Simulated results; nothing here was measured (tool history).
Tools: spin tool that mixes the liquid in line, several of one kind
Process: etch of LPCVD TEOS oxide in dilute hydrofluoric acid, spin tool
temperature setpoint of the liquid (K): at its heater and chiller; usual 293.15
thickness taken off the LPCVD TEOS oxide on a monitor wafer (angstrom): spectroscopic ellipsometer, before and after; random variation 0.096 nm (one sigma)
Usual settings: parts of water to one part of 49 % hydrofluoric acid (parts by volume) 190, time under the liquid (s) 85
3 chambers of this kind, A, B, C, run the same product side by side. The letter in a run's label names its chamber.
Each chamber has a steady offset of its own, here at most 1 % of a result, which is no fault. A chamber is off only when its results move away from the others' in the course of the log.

run	hour	temperature setpoint of the liquid (K)	parts of water to one part of 49 % hydrofluoric acid (parts by volume)	time under the liquid (s)	read-back film thickness of the LPCVD TEOS oxide reference wafer, read on the same gauge (nm)	thickness taken off the LPCVD TEOS oxide on a monitor wafer (angstrom)
1C	3.0	293.15	190	85	60.009	98.350
2A	6.7	293.15	190	85	59.996	97.123
3B	12.1	293.15	190	85	59.990	96.836
4C	15.3	293.15	190	85	60.017	97.375
5B	20.7	293.15	190	85	59.995	98.268
6A	25.9	293.15	190	85	60.003	97.408
7B	28.8	293.15	190	85	60.004	98.302
8A	31.6	297.65	190	85	59.962	116.530
9C	35.5	297.65	190	85	59.985	114.130
10B	39.7	297.65	190	85	60.008	114.520
11C	43.6	293.15	190	85	59.982	97.496
12A	46.4	293.15	190	60	59.996	69.246
13A	49.8	293.15	190	60	59.989	68.373
14C	54.6	293.15	190	60	60.002	68.367
15B	59.9	293.15	190	85	60.007	98.068
16A	63.4	293.15	225	65	60.011	61.384
17B	67.8	293.15	225	65	60.015	60.788
18C	70.4	293.15	225	65	59.993	60.881
19C	74.9	293.15	190	85	59.987	97.144
20A	78.6	293.15	190	85	59.980	98.650
21B	83.0	293.15	190	85	60.000	99.304
22C	86.9	293.15	190	85	59.969	97.134
23A	90.4	293.15	190	85	59.978	96.879
24B	94.8	293.15	190	85	60.021	103.670
25B	98.1	293.15	190	85	59.974	100.530
26A	102.2	293.15	190	85	59.997	96.162
27C	106.9	293.15	190	85	60.008	95.886
28A	111.2	293.15	190	85	60.008	98.115
29C	116.4	293.15	190	85	60.005	98.396
30B	122.1	293.15	190	85	60.000	104.440
# hour 125.6: chamber A: thermometer replaced
31A	126.4	293.15	190	85	59.991	97.801
32C	130.8	293.15	190	85	59.999	96.563
33B	134.8	293.15	190	85	60.012	107.610
34A	138.4	293.15	190	85	60.005	96.772
35C	142.9	293.15	190	85	60.006	99.471

Next, every chamber runs the same settings. What will each give?
36A	147.2	293.15	190	105		?
36B	147.2	293.15	190	105		?
36C	147.2	293.15	190	105		?

run	thickness taken off the LPCVD TEOS oxide on a monitor wafer (angstrom)
36A	120.470
36B	132.140
36C	122.360

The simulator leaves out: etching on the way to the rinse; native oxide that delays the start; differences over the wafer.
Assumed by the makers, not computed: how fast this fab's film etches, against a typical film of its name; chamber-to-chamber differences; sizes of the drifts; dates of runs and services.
